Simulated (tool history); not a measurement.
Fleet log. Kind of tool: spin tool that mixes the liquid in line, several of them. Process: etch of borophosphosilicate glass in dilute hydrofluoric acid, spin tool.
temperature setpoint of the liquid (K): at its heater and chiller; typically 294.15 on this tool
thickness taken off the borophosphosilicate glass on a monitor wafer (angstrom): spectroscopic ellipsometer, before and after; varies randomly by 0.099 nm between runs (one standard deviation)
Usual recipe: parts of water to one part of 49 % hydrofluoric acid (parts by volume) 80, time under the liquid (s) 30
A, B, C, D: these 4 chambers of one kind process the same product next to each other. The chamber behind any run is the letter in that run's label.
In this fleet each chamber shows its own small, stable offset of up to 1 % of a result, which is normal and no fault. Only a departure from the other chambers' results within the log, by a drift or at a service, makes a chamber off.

run,hour,temperature setpoint of the liquid (K),parts of water to one part of 49 % hydrofluoric acid (parts by volume),time under the liquid (s),hours since the thermometer was replaced,hours since the hydrofluoric acid flow meter was replaced,"read-back film thickness of the borophosphosilicate glass reference wafer, read on the same gauge (nm)",thickness taken off the borophosphosilicate glass on a monitor wafer (angstrom)
1C,9.8,294.15,80,30,796.0,1346.7,110.01,123.100
2B,19.5,294.15,80,30,728.1,619.8,109.98,125.500
3A,26.2,294.15,80,30,123.6,617.8,110.03,123.340
4D,38.7,294.15,80,30,2364.0,2034.6,109.97,122.510
5A,47.5,294.15,80,30,144.9,639.1,109.99,122.380
6B,59.6,294.15,80,30,768.2,659.9,110.01,126.250
# hour 61.8: chamber C: thermometer replaced
7D,72.8,294.15,80,30,2398.1,2068.7,110.00,123.440
8C,81.4,294.15,80,30,19.6,1418.3,110.00,126.530
9B,94.6,294.15,110,45,803.2,694.9,110.02,132.420
10A,103.1,294.15,110,45,200.5,694.7,109.99,129.790
11D,111.0,294.15,110,45,2436.3,2106.9,109.97,129.660
12C,118.9,294.15,110,45,57.1,1455.8,110.00,130.000
# hour 122.9: chamber D: thermometer replaced
13A,131.5,294.15,80,30,228.9,723.1,109.99,123.720
14B,143.7,294.15,80,30,852.3,744.0,109.97,127.070
15D,150.7,294.15,80,30,27.9,2146.6,109.98,126.460
16C,160.9,294.15,55,45,99.1,1497.8,110.03,284.160
17A,167.4,294.15,55,45,264.8,759.0,110.00,272.020
18B,177.6,294.15,55,45,886.2,777.9,109.98,278.430
19D,189.6,294.15,55,45,66.8,2185.5,110.01,279.930
20C,201.9,294.15,65,30,140.1,1538.8,110.02,156.320
21B,212.6,294.15,65,30,921.2,812.9,110.01,156.330
22C,219.7,294.15,65,30,157.9,1556.6,110.02,158.750
23D,229.2,294.15,65,30,106.4,2225.1,110.02,156.550
24A,241.0,294.15,80,30,338.4,832.6,109.99,120.920
25C,252.0,294.15,80,30,190.2,1588.9,109.99,125.150
26B,263.7,294.15,80,30,972.3,864.0,110.00,125.340
27A,271.7,294.15,80,30,369.1,863.3,110.02,119.800
28D,282.8,290.15,105,30,160.0,2278.7,109.99,78.533
29A,295.9,290.15,105,30,393.3,887.5,109.99,74.728
30C,303.1,290.15,105,30,241.3,1640.0,110.01,79.296
31D,315.8,290.15,105,30,193.0,2311.7,109.97,78.079
32B,322.1,294.15,80,30,1030.7,922.4,110.02,124.980
33A,331.3,295.65,55,30,428.7,922.9,110.00,188.020
34C,342.3,295.65,55,30,280.5,1679.2,109.97,198.290
35B,350.4,295.65,55,30,1059.0,950.7,110.01,195.690
36D,359.3,295.65,55,30,236.5,2355.2,109.99,196.650
37D,368.9,294.15,80,30,246.1,2364.8,110.04,124.120
38B,379.6,294.15,80,30,1088.2,979.9,110.03,125.660
39C,387.1,294.15,80,30,325.3,1724.0,110.00,123.890
40A,394.4,294.15,80,30,491.8,986.0,109.96,117.330
41C,404.9,294.15,80,30,343.1,1741.8,110.02,124.640
42B,417.3,294.15,80,30,1125.9,1017.6,110.02,123.410

All 4 chambers run these settings next. Forecast each chamber's results:
43A,426.8,294.15,80,30,,,,?
43B,426.8,294.15,80,30,,,,?
43C,426.8,294.15,80,30,,,,?
43D,426.8,294.15,80,30,,,,?

run,thickness taken off the borophosphosilicate glass on a monitor wafer (angstrom)
43A,115.310
43B,124.200
43C,122.880
43D,123.480

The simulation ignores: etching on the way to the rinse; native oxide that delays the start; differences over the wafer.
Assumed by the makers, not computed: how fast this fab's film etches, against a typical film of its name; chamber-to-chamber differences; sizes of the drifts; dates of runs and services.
